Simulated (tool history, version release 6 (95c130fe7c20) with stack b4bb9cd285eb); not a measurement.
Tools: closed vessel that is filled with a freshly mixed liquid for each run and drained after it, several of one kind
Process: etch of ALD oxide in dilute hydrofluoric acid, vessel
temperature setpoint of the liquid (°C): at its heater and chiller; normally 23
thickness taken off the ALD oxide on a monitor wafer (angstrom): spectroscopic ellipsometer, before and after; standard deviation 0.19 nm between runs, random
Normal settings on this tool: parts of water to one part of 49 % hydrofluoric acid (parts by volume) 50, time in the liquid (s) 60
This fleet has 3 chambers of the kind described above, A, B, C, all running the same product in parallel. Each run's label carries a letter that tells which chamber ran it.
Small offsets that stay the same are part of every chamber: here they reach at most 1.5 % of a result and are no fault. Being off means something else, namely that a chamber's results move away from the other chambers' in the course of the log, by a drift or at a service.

run   hour  temperature setpoint of the liquid (°C)  parts of water to one part of 49 % hydrofluoric acid (parts by volume)  time in the liquid (s)  read-back film thickness of the ALD oxide reference wafer, read on the same gauge (nm)  thickness taken off the ALD oxide on a monitor wafer (angstrom)
 1B    7.1                                       23                                                                      50                      60                                                                                  100.04                                                           390.41
 2C   12.1                                       23                                                                      50                      60                                                                                     100                                                           399.53
 3A   15.8                                       23                                                                      50                      60                                                                                  99.981                                                           394.11
 4B   20.4                                       23                                                                      50                      60                                                                                  99.975                                                           394.21
 5C   27.9                                       23                                                                      35                      60                                                                                  99.954                                                           588.08
 6A   36.3                                       23                                                                      35                      60                                                                                  100.02                                                           568.31
 7A   40.5                                       23                                                                      35                      60                                                                                   99.97                                                           570.52
 8C   44.8                                       23                                                                      50                      60                                                                                  100.01                                                           398.43
 9B   49.2                                       23                                                                      50                      60                                                                                  99.994                                                           395.57
10B   56.3                                       23                                                                      50                      60                                                                                  100.02                                                           397.51
11A   61.6                                       23                                                                      50                      60                                                                                  99.995                                                           389.22
12C   67.1                                       23                                                                      50                      60                                                                                  100.01                                                           399.62
13C   73.1                                       23                                                                      50                      60                                                                                  99.996                                                           401.21
14A   77.8                                       23                                                                      50                      60                                                                                  99.985                                                           389.02
15B   84.7                                       23                                                                      50                      45                                                                                   99.97                                                           294.69
16B     93                                       23                                                                      50                      45                                                                                  99.994                                                           292.46
17C   97.1                                       23                                                                      50                      45                                                                                  99.976                                                           301.64
18A  103.4                                       23                                                                      50                      60                                                                                  99.978                                                           393.14
19C  108.8                                       23                                                                      50                      60                                                                                  100.02                                                           399.83
20B  115.9                                       23                                                                      50                      40                                                                                  99.994                                                           260.01
21A  121.4                                       23                                                                      50                      40                                                                                  100.02                                                           262.05
22A  125.2                                       23                                                                      50                      40                                                                                  99.977                                                           262.04
23B  132.4                                       23                                                                      50                      60                                                                                   99.97                                                           391.98

Has any chamber moved away from the others, gradually or after a service, or does the common gauge drift, or do the chambers differ only by their own small steady offsets? State the chamber and the most likely cause if one applies.

No chamber is off and the gauge is stable; the differences are just each chamber's small, constant offset.
